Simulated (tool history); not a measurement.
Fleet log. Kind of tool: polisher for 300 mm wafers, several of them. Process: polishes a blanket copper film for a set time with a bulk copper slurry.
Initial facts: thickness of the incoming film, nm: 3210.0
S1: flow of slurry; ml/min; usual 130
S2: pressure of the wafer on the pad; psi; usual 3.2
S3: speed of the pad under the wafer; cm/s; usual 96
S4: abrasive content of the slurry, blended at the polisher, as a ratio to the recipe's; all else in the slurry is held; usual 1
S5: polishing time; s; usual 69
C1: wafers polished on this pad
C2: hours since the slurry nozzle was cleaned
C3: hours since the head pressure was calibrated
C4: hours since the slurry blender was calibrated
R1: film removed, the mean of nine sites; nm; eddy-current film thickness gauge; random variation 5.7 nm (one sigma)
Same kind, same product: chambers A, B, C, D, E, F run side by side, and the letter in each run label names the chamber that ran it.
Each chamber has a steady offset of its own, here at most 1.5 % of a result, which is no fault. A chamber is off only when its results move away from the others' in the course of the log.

At day 0.267: chamber C: slurry nozzle cleaned.
Run 1F, day 0.438: usual settings; C1 239; C2 41.5; C3 160.1; C4 21.6. Result: R1 776.38 nm.
At day 0.546: chamber D: worn pad replaced by a new one.
Run 2E, day 0.662: usual settings; C1 247; C2 144; C3 208.8; C4 187.2. Result: R1 783.93 nm.
Run 3A, day 0.9: usual settings; C1 427; C2 277.5; C3 27; C4 264.6. Result: R1 764.6 nm.
At day 1: chamber D: slurry blender recalibrated.
At day 1.038: chamber B: slurry nozzle cleaned.
Run 4C, day 1.342: usual settings; C1 838; C2 25.8; C3 207.4; C4 95.3. Result: R1 777.82 nm.
Run 5B, day 1.729: usual settings; C1 813; C2 16.7; C3 894.8; C4 112.1. Result: R1 767.48 nm.
At day 1.917: chamber B: worn pad replaced by a new one.
Run 6D, day 2.004: usual settings; C1 429; C2 143.2; C3 107.1; C4 24.1. Result: R1 772.07 nm.
Run 7D, day 2.3: usual settings; C1 517; C2 150.3; C3 114.2; C4 31.2. Result: R1 781.67 nm.
Run 8E, day 2.592: usual settings; C1 816; C2 190.3; C3 255.1; C4 233.5. Result: R1 782.7 nm.
At day 2.679: chamber A: slurry nozzle cleaned.
Run 9B, day 2.825: usual settings; C1 268; C2 43; C3 921.1; C4 138.4. Result: R1 771.61 nm.
Run 10A, day 3.05: usual settings; C1 1060; C2 8.9; C3 78.6; C4 316.2. Result: R1 775.69 nm.
At day 3.117: chamber C: worn pad replaced by a new one.
Run 11F, day 3.517: usual settings but S1 165 ml/min, S4 0.8; C1 1147; C2 115.4; C3 234; C4 95.5. Result: R1 772.45 nm.
At day 3.617: chamber E: worn pad replaced by a new one.
Run 12C, day 3.738: usual settings but S1 165 ml/min, S4 0.8; C1 183; C2 83.3; C3 264.9; C4 152.8. Result: R1 771.94 nm.
At day 3.817: chamber C: slurry blender recalibrated.
At day 4.033: chamber D: worn pad replaced by a new one.
Run 13B, day 4.15: usual settings but S1 165 ml/min, S4 0.8; C1 659; C2 74.8; C3 952.9; C4 170.2. Result: R1 759.05 nm.
At day 4.292: chamber F: worn pad replaced by a new one.
At day 4.421: chamber A: worn pad replaced by a new one.
Run 14F, day 4.462: usual settings but S1 165 ml/min, S4 0.8; C1 51; C2 138.1; C3 256.7; C4 118.2. Result: R1 766.09 nm.
At day 4.475: chamber A: slurry blender recalibrated.
Run 15E, day 4.775: usual settings but S1 165 ml/min, S4 0.8; C1 342; C2 242.7; C3 307.5; C4 285.9. Result: R1 781.37 nm.
Run 16D, day 4.988: usual settings but S1 165 ml/min, S4 0.8; C1 281; C2 214.8; C3 178.7; C4 95.7. Result: R1 772.17 nm.
At day 5.1: chamber B: worn pad replaced by a new one.
At day 5.112: chamber E: slurry nozzle cleaned.
At day 5.238: chamber E: head pressure recalibrated.
At day 5.396: chamber D: slurry blender recalibrated.
Run 17C, day 5.458: usual settings but S1 145 ml/min, S2 2.6 psi; C1 691; C2 124.6; C3 306.2; C4 39.4. Result: R1 642.51 nm.
Run 18A, day 5.783: usual settings but S1 145 ml/min, S2 2.6 psi; C1 402; C2 74.5; C3 144.2; C4 31.5. Result: R1 644.41 nm.
Run 19C, day 6.017: usual settings but S1 145 ml/min, S2 2.6 psi; C1 855; C2 138; C3 319.6; C4 52.8. Result: R1 635.19 nm.
At day 6.079: chamber F: slurry blender recalibrated.
Run 20E, day 6.262: usual settings but S1 145 ml/min, S2 2.6 psi; C1 780; C2 27.7; C3 24.6; C4 321.6. Result: R1 642.46 nm.
Run 21A, day 6.596: usual settings but S1 145 ml/min, S2 2.6 psi; C1 641; C2 94; C3 163.7; C4 51. Result: R1 643.97 nm.
At day 6.633: chamber B: slurry blender recalibrated.
At day 7.008: chamber E: slurry blender recalibrated.
Run 22D, day 7.008: usual settings but S1 145 ml/min, S2 2.6 psi; C1 877; C2 263.3; C3 227.2; C4 38.8. Result: R1 649.65 nm.
Run 23B, day 7.342: usual settings; C1 660; C2 151.4; C3 1029.5; C4 17. Result: R1 771.88 nm.
At day 7.604: chamber D: worn pad replaced by a new one.
Run 24F, day 7.608: usual settings; C1 978; C2 213.6; C3 332.2; C4 36.7. Result: R1 775.3 nm.
At day 7.658: chamber E: worn pad replaced by a new one.
Run 25A, day 7.946: usual settings but S3 72 cm/s; C1 1039; C2 126.4; C3 196.1; C4 83.4. Result: R1 581.81 nm.
At day 8.208: chamber B: worn pad replaced by a new one.
Run 26C, day 8.375: usual settings but S3 72 cm/s; C1 1550; C2 194.6; C3 376.2; C4 109.4. Result: R1 573.92 nm.
At day 8.629: chamber C: worn pad replaced by a new one.
At day 8.658: chamber F: worn pad replaced by a new one.
Run 27E, day 8.712: usual settings but S3 72 cm/s; C1 311; C2 86.5; C3 83.4; C4 41. Result: R1 581.65 nm.
At day 9.054: chamber C: head pressure recalibrated.
Run 28D, day 9.067: usual settings but S3 72 cm/s; C1 431; C2 312.7; C3 276.6; C4 88.2. Result: R1 590.01 nm.
Run 29F, day 9.279: usual settings but S3 72 cm/s; C1 183; C2 253.7; C3 372.3; C4 76.8. Result: R1 586.79 nm.
Run 30B, day 9.6: usual settings but S3 72 cm/s; C1 411; C2 205.6; C3 1083.7; C4 71.2. Result: R1 573.17 nm.
At day 9.729: chamber C: slurry blender recalibrated.
At day 9.804: chamber A: worn pad replaced by a new one.
Run 31E, day 10.008: usual settings; C1 693; C2 117.6; C3 114.5; C4 72.1. Result: R1 785.86 nm.
Run 32A, day 10.417: usual settings; C1 180; C2 185.7; C3 255.4; C4 142.7. Result: R1 778.79 nm.
At day 10.492: chamber D: worn pad replaced by a new one.
At day 10.667: chamber D: slurry blender recalibrated.
At day 10.783: chamber E: worn pad replaced by a new one.
Run 33C, day 10.888: usual settings; C1 666; C2 254.9; C3 44; C4 27.9. Result: R1 723.01 nm.
At day 11.133: chamber B: worn pad replaced by a new one.
Run 34D, day 11.279: usual settings; C1 232; C2 365.8; C3 329.7; C4 14.7. Result: R1 773.96 nm.
Run 35F, day 11.729: usual settings; C1 905; C2 312.5; C3 431.1; C4 135.6. Result: R1 777.96 nm.
Run 36B, day 11.983: usual settings but S5 51 s; C1 251; C2 262.8; C3 1140.9; C4 128.4. Result: R1 565.07 nm.
At day 12.229: chamber F: slurry blender recalibrated.
Run 37C, day 12.417: usual settings but S5 51 s; C1 1116; C2 291.6; C3 80.7; C4 64.6. Result: R1 536.51 nm.
Run 38A, day 12.792: usual settings but S5 51 s; C1 880; C2 242.7; C3 312.4; C4 199.7. Result: R1 575.38 nm.
Run 39F, day 13.108: usual settings but S5 51 s; C1 1311; C2 345.6; C3 464.2; C4 21.1. Result: R1 579.74 nm.
At day 13.171: chamber D: worn pad replaced by a new one.
Run 40E, day 13.496: usual settings but S5 51 s; C1 800; C2 201.3; C3 198.2; C4 155.8. Result: R1 569.82 nm.
Run 41B, day 13.762: usual settings but S5 51 s; C1 775; C2 305.5; C3 1183.6; C4 171.1. Result: R1 566.88 nm.
Run 42D, day 14.062: usual settings; C1 263; C2 432.6; C3 396.5; C4 81.5. Result: R1 783.61 nm.
Run 43A, day 14.4: usual settings; C1 1354; C2 281.3; C3 351; C4 238.3. Result: R1 772.07 nm.

One chamber off, gauge drift, or nothing amiss beyond the chambers' own small offsets? If it is a chamber, which one, and what is the likeliest cause?

A service on chamber C put it out of line with the rest.
Cause: head's pressure below its setpoint, % = 6.84.

Which of the 4 candidates below, each the usual settings with something changed and its results left as question marks, puts chamber C back in line with what the other chambers give on the usual settings?
A result is in line if it is within this distance of the other chambers' mean on the usual settings: R1 20 nm
Run 44C-1, day 14.746: usual settings but S3 94 cm/s. Result: R1 ?.
Run 44C-2, day 14.746: usual settings but S3 98 cm/s. Result: R1 ?.
Run 44C-3, day 14.746: usual settings but S2 3.3 psi, S3 100 cm/s. Result: R1 ?.
Run 44C-4, day 14.746: usual settings but S2 3.1 psi, S5 66 s. Result: R1 ?.

Other chambers, usual settings, mean: R1 774.32 nm
  run      R1
44C-1  708.86
44C-2  739.09
44C-3  777.93
44C-4  670.72
The answer is 44C-3, which returns the chamber to within the allowed miss of the others.
